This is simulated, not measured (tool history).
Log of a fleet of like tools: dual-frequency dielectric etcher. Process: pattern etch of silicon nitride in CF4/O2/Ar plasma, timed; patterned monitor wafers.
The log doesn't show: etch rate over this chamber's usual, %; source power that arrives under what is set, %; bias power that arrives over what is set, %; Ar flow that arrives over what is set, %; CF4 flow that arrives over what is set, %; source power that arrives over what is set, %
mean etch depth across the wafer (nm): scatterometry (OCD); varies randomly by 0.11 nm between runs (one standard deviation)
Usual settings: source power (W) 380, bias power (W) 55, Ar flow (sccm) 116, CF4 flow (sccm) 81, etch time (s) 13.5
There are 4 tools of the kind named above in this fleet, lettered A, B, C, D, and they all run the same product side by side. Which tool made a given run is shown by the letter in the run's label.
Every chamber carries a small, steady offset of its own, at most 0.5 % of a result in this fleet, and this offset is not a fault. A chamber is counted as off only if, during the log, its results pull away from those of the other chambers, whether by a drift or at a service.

| run | day | source power (W) | bias power (W) | Ar flow (sccm) | CF4 flow (sccm) | etch time (s) | hours since the last wet clean | hours since the last source power generator calibration | hours since the last bias power generator calibration | hours since the last Ar flow controller change | hours since the last CF4 flow controller change | read-back reference wafer on the same gauge, depth_nm | mean etch depth across the wafer (nm) |
|---|---|---|---|---|---|---|---|---|---|---|---|---|---|
|  | 0.221 | chamber D: wet clean of the chamber |
|  | 0.267 | chamber A: Ar flow controller replaced |
| 1D | 0.346 | 380 | 55 | 116 | 81 | 13.5 | 3.1 | 2951.1 | 3161.5 | 2210.9 | 2367.9 | 20.528 | 20.114 |
| 2C | 0.929 | 380 | 55 | 116 | 81 | 13.5 | 44.6 | 794.4 | 1346.2 | 413 | 2514.1 | 20.508 | 20.141 |
| 3B | 1.454 | 380 | 55 | 116 | 81 | 13.5 | 446.6 | 2389.1 | 2087.7 | 3448.4 | 427.5 | 20.492 | 20.078 |
| 4A | 2.029 | 380 | 55 | 116 | 81 | 13.5 | 99.2 | 2809.7 | 1105.4 | 42.3 | 1405.9 | 20.509 | 20.218 |
| 5B | 2.658 | 380 | 55 | 116 | 81 | 13.5 | 475.5 | 2418 | 2116.6 | 3477.3 | 456.4 | 20.483 | 19.968 |
| 6D | 3.262 | 380 | 55 | 116 | 81 | 13.5 | 73.1 | 3021.1 | 3231.5 | 2280.9 | 2437.9 | 20.491 | 20.368 |
| 7C | 3.679 | 380 | 55 | 116 | 81 | 13.5 | 110.6 | 860.4 | 1412.2 | 479 | 2580.1 | 20.533 | 19.933 |
|  | 4.017 | chamber B: wet clean of the chamber |
| 8A | 4.058 | 380 | 55 | 116 | 81 | 13.5 | 147.9 | 2858.4 | 1154.1 | 91 | 1454.6 | 20.527 | 20.171 |
| 9D | 4.5 | 380 | 55 | 116 | 93 | 13.5 | 102.8 | 3050.8 | 3261.2 | 2310.6 | 2467.6 | 20.514 | 20.675 |
| 10B | 4.862 | 380 | 55 | 116 | 93 | 13.5 | 20.4 | 2470.9 | 2169.5 | 3530.2 | 509.3 | 20.502 | 20.588 |
| 11A | 5.254 | 380 | 55 | 116 | 93 | 13.5 | 176.6 | 2887.1 | 1182.8 | 119.7 | 1483.3 | 20.492 | 20.254 |
| 12C | 5.567 | 380 | 55 | 116 | 93 | 13.5 | 155.9 | 905.7 | 1457.5 | 524.3 | 2625.4 | 20.508 | 20.401 |
| 13B | 5.879 | 380 | 55 | 116 | 81 | 13.5 | 44.8 | 2495.3 | 2193.9 | 3554.6 | 533.7 | 20.514 | 19.977 |
| 14C | 6.254 | 380 | 55 | 116 | 81 | 13.5 | 172.4 | 922.2 | 1474 | 540.8 | 2641.9 | 20.496 | 20.048 |
| 15D | 6.879 | 380 | 55 | 116 | 81 | 13.5 | 159.9 | 3107.9 | 3318.3 | 2367.7 | 2524.7 | 20.522 | 20.282 |
| 16A | 7.354 | 380 | 55 | 116 | 81 | 13.5 | 227 | 2937.5 | 1233.2 | 170.1 | 1533.7 | 20.507 | 19.75 |
| 17D | 7.988 | 380 | 55 | 116 | 81 | 13.5 | 186.5 | 3134.5 | 3344.9 | 2394.3 | 2551.3 | 20.511 | 20.364 |
| 18C | 8.625 | 380 | 55 | 116 | 81 | 13.5 | 229.3 | 979.1 | 1530.9 | 597.7 | 2698.8 | 20.514 | 19.965 |
| 19B | 9.079 | 380 | 55 | 116 | 81 | 13.5 | 121.6 | 2572.1 | 2270.7 | 3631.4 | 610.5 | 20.494 | 20.127 |
| 20A | 9.638 | 380 | 55 | 116 | 81 | 13.5 | 281.8 | 2992.3 | 1288 | 224.9 | 1588.5 | 20.489 | 19.849 |
|  | 9.746 | chamber D: source power generator calibrated |
| 21A | 10.262 | 380 | 55 | 116 | 81 | 13.5 | 296.8 | 3007.3 | 1303 | 239.9 | 1603.5 | 20.486 | 19.952 |
| 22D | 10.775 | 380 | 55 | 116 | 81 | 13.5 | 253.4 | 24.8 | 3411.8 | 2461.2 | 2618.2 | 20.519 | 20.186 |
| 23B | 11.125 | 380 | 55 | 116 | 81 | 13.5 | 170.7 | 2621.2 | 2319.8 | 3680.5 | 659.6 | 20.495 | 20.062 |
|  | 11.433 | chamber C: CF4 flow controller replaced |
| 24C | 11.442 | 380 | 55 | 116 | 81 | 13.5 | 296.9 | 1046.7 | 1598.5 | 665.3 | 0.2 | 20.508 | 20.066 |
| 25A | 12.088 | 380 | 55 | 116 | 81 | 13.5 | 340.6 | 3051.1 | 1346.8 | 283.7 | 1647.3 | 20.49 | 19.887 |
| 26D | 12.65 | 380 | 55 | 116 | 81 | 13.5 | 298.4 | 69.8 | 3456.8 | 2506.2 | 2663.2 | 20.518 | 19.997 |
| 27C | 13.112 | 380 | 55 | 116 | 81 | 13.5 | 337 | 1086.8 | 1638.6 | 705.4 | 40.3 | 20.49 | 20.006 |
| 28B | 13.533 | 380 | 55 | 116 | 81 | 13.5 | 228.5 | 2679 | 2377.6 | 3738.3 | 717.4 | 20.483 | 20.276 |
| 29B | 14.012 | 380 | 55 | 116 | 81 | 13.5 | 240 | 2690.5 | 2389.1 | 3749.8 | 728.9 | 20.479 | 20.078 |
| 30A | 14.621 | 380 | 55 | 116 | 81 | 13.5 | 401.4 | 3111.9 | 1407.6 | 344.5 | 1708.1 | 20.505 | 20.07 |
| 31D | 15.129 | 380 | 55 | 102 | 81 | 13.5 | 357.9 | 129.3 | 3516.3 | 2565.7 | 2722.7 | 20.488 | 20.461 |

One chamber off, gauge drift, or nothing amiss beyond the chambers' own small offsets? If it is a chamber, which one, and what is the likeliest cause?

No chamber stands off beyond its own small offset, and the gauge holds steady.
